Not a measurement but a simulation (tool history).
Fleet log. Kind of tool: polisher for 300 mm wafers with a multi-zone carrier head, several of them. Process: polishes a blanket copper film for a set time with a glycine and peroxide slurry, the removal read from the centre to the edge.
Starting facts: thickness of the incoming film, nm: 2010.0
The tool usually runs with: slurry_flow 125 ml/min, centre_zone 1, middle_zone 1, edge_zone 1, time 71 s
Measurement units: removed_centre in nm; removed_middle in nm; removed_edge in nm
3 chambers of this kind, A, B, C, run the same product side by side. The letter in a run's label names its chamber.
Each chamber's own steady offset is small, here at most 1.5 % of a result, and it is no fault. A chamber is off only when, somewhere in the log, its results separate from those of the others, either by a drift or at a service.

run	hour	slurry_flow	centre_zone	middle_zone	edge_zone	time	removed_centre	removed_middle	removed_edge
1C	7.5	125	1	1	1	71	333.47	321.79	318.03
2A	13.1	125	1	1	1	71	325.07	319.1	318.69
3B	20.1	125	1	1	1	71	327.77	319.94	325.83
4A	25.8	125	1	1	1	71	322.62	320.95	317.34
5C	32.6	125	1	1	1	71	326.25	322.43	329.02
6B	36.3	125	1	1	1	71	316.72	323.02	326.4
7A	41.6	125	1	1	1	71	323.5	320.55	314
# hour 42.7: chamber A: worn pad replaced by a new one
8C	47.2	125	1	1	1	71	326	324.3	323.82
9B	53.5	125	1	1	1	71	324.24	321.21	327.35
# hour 58.2: chamber A: edge zone pressure recalibrated
10B	59.8	125	1	1	1	71	316.39	319.19	329.93
11A	65.7	125	1	1	1	71	326.14	328	310.87
12C	72.1	125	1	1	1	71	324.53	328.8	326.98
13C	76.4	125	1	1	1	71	328.72	319.81	325.98
# hour 81.7: chamber A: slurry nozzle cleaned
14B	83.7	125	1	1	1	71	318.9	315.22	320.36
# hour 85.7: chamber C: worn pad replaced by a new one
# hour 89.2: chamber B: slurry nozzle cleaned
15A	90	125	1	1	1	71	321.33	320.18	313.3
16C	96.2	125	1	1	1	71	326.38	318.58	326.14
17A	103.8	125	1	1	1	71	317.55	320.33	318.64
18B	109.6	125	1	1	1	71	320.11	324.07	324.14
# hour 110: chamber C: slurry nozzle cleaned
19C	117	165	1	1.08	1	71	343.34	363.65	336.4
20A	120.7	165	1	1.08	1	71	346.65	367.07	330.34
21B	125	165	1	1.08	1	71	347.63	363.61	341.37
22A	131.7	125	0.89	1	1	71	287.43	320.09	322.92
23C	136.4	125	0.89	1	1	71	289.93	323.1	331.43
24B	139.8	125	0.89	1	1	71	283.21	322.47	324.02
25C	146.2	125	1	1	1	71	325.09	325.15	324.5
# hour 148.5: chamber B: worn pad replaced by a new one
26A	150.9	125	1	1	1	71	322.95	319.99	319.53
27B	157.1	125	1	1	1	71	318.8	327.43	328.51

One chamber off, gauge drift, or nothing amiss beyond the chambers' own small offsets? If it is a chamber, which one, and what is the likeliest cause?

No chamber is off and the gauge is stable; the differences are just each chamber's small, constant offset.
